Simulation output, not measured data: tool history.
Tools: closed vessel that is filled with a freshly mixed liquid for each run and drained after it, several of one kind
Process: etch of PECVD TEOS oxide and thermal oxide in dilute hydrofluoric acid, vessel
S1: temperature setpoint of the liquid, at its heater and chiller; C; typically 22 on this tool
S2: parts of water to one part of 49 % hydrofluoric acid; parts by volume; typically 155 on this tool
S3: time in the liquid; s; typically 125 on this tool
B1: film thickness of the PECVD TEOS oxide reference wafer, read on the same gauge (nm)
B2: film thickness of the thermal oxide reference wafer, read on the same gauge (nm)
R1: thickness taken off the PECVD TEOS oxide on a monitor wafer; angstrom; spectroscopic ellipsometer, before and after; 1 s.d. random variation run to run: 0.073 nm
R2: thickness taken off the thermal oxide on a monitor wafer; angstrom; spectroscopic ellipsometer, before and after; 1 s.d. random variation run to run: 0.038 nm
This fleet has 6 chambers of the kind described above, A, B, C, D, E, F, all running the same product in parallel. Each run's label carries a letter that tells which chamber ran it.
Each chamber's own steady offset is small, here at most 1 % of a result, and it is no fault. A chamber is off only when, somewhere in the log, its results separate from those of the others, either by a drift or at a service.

| run | hour | S1 | S2 | S3 | B1 | B2 | R1 | R2 |
|---|---|---|---|---|---|---|---|---|
| 1C | 9.6 | 22 | 155 | 125 | 129.98 | 89.999 | 120.57 | 33.711 |
| 2E | 14.6 | 22 | 155 | 125 | 129.97 | 90 | 121.62 | 32.965 |
| 3B | 22.4 | 22 | 155 | 125 | 129.99 | 89.99 | 119.83 | 33.38 |
| 4F | 27.4 | 22 | 155 | 125 | 130.03 | 89.98 | 120 | 33.721 |
| 5A | 34.9 | 22 | 155 | 125 | 130.01 | 90.027 | 121.32 | 33.806 |
| 6D | 39.2 | 22 | 155 | 125 | 130.03 | 90.014 | 119.35 | 33.939 |
| 7F | 45.5 | 22 | 155 | 125 | 130 | 90.022 | 120.88 | 34.236 |
| 8A | 54.9 | 22 | 155 | 125 | 129.99 | 90.013 | 120.87 | 33.782 |
| 9E | 59.6 | 22 | 155 | 125 | 129.97 | 90.022 | 119.82 | 34.148 |
| 10B | 64.2 | 22 | 155 | 125 | 130 | 89.97 | 121.01 | 33.794 |
| 11C | 69.9 | 22 | 155 | 125 | 130.01 | 89.978 | 121.49 | 33.667 |
|  | 79.1 | chamber C: hydrofluoric acid flow meter replaced |
| 12D | 80 | 22 | 155 | 175 | 130.01 | 90.006 | 166.9 | 47.117 |
| 13A | 86.3 | 22 | 155 | 175 | 130.02 | 89.97 | 171.91 | 48.041 |
| 14B | 96.2 | 22 | 155 | 175 | 130 | 90.022 | 168.27 | 46.925 |
|  | 96.4 | chamber D: hydrofluoric acid flow meter replaced |
| 15F | 101.3 | 22 | 155 | 175 | 130.01 | 89.991 | 168.85 | 47.848 |
| 16E | 109.2 | 22 | 155 | 175 | 130.03 | 89.998 | 169.5 | 46.509 |
| 17C | 115.5 | 22 | 155 | 175 | 130 | 90.01 | 169.55 | 47.266 |
| 18D | 123.6 | 22 | 155 | 125 | 130.04 | 89.991 | 119.17 | 33.119 |
| 19B | 132.9 | 22 | 155 | 125 | 130 | 90.022 | 120.22 | 33.415 |
| 20A | 137.3 | 22 | 155 | 125 | 130 | 90.021 | 120.63 | 33.744 |
|  | 141.8 | chamber A: thermometer replaced |
| 21E | 142.1 | 22 | 155 | 125 | 130.02 | 90.003 | 121.42 | 33.792 |
| 22F | 147.9 | 22 | 155 | 125 | 130.01 | 89.995 | 121.33 | 33.195 |
| 23C | 153.2 | 22 | 110 | 180 | 129.99 | 89.935 | 256.42 | 72.634 |
| 24D | 160.9 | 22 | 110 | 180 | 130.01 | 90.022 | 254.66 | 71.444 |
| 25E | 169.9 | 22 | 110 | 180 | 129.99 | 90.014 | 253.38 | 70.833 |
| 26F | 175.2 | 22 | 110 | 180 | 130.01 | 89.985 | 258.69 | 72.657 |
|  | 175.7 | chamber E: thermometer replaced |
| 27A | 182.4 | 22 | 110 | 180 | 129.99 | 89.987 | 253.28 | 70.84 |
| 28B | 191.7 | 22 | 110 | 180 | 130 | 90.007 | 257.59 | 71.949 |
|  | 195.8 | chamber C: thermometer replaced |
| 29C | 201.4 | 22 | 155 | 125 | 129.99 | 90.015 | 120.66 | 33.511 |
| 30D | 208.3 | 22 | 155 | 125 | 130 | 89.971 | 120.2 | 34.013 |
| 31B | 212.8 | 22 | 155 | 125 | 130.01 | 89.999 | 120.04 | 33.767 |
| 32E | 218.6 | 22 | 155 | 125 | 129.99 | 89.997 | 120.85 | 33.411 |
| 33A | 227 | 22 | 155 | 125 | 130.03 | 90.003 | 120.76 | 34.109 |
|  | 232.1 | chamber B: hydrofluoric acid flow meter replaced |
| 34C | 236.7 | 22 | 155 | 125 | 129.98 | 89.98 | 119.18 | 33.101 |
| 35F | 246.4 | 22 | 155 | 125 | 130 | 89.993 | 120.2 | 34.585 |
| 36D | 252.9 | 22 | 155 | 125 | 130 | 90.034 | 118.3 | 34.419 |
| 37D | 258.9 | 22 | 155 | 125 | 130 | 89.989 | 119.94 | 33.725 |
| 38F | 268.3 | 22 | 155 | 125 | 129.99 | 89.995 | 121.08 | 33.602 |
| 39B | 277.1 | 22 | 155 | 125 | 130.01 | 89.986 | 121.78 | 33.817 |
| 40E | 283.2 | 22 | 155 | 125 | 130.03 | 90.016 | 121.57 | 33.469 |
| 41A | 289.7 | 25.5 | 155 | 60 | 130 | 90.036 | 66.797 | 18.803 |
| 42C | 295.7 | 25.5 | 155 | 60 | 130.01 | 90.019 | 66.422 | 18.434 |
| 43E | 305 | 25.5 | 155 | 60 | 129.99 | 90.015 | 66.133 | 18.238 |
| 44C | 314.1 | 25.5 | 155 | 60 | 129.99 | 90.012 | 66.522 | 18.735 |

What goes on in this fleet: one chamber off, a drifting gauge, or nothing beyond the chambers' own small offsets? Name the chamber and the cause, if any.

Beyond each chamber's small constant offset nothing stands out, and the gauge stays steady.
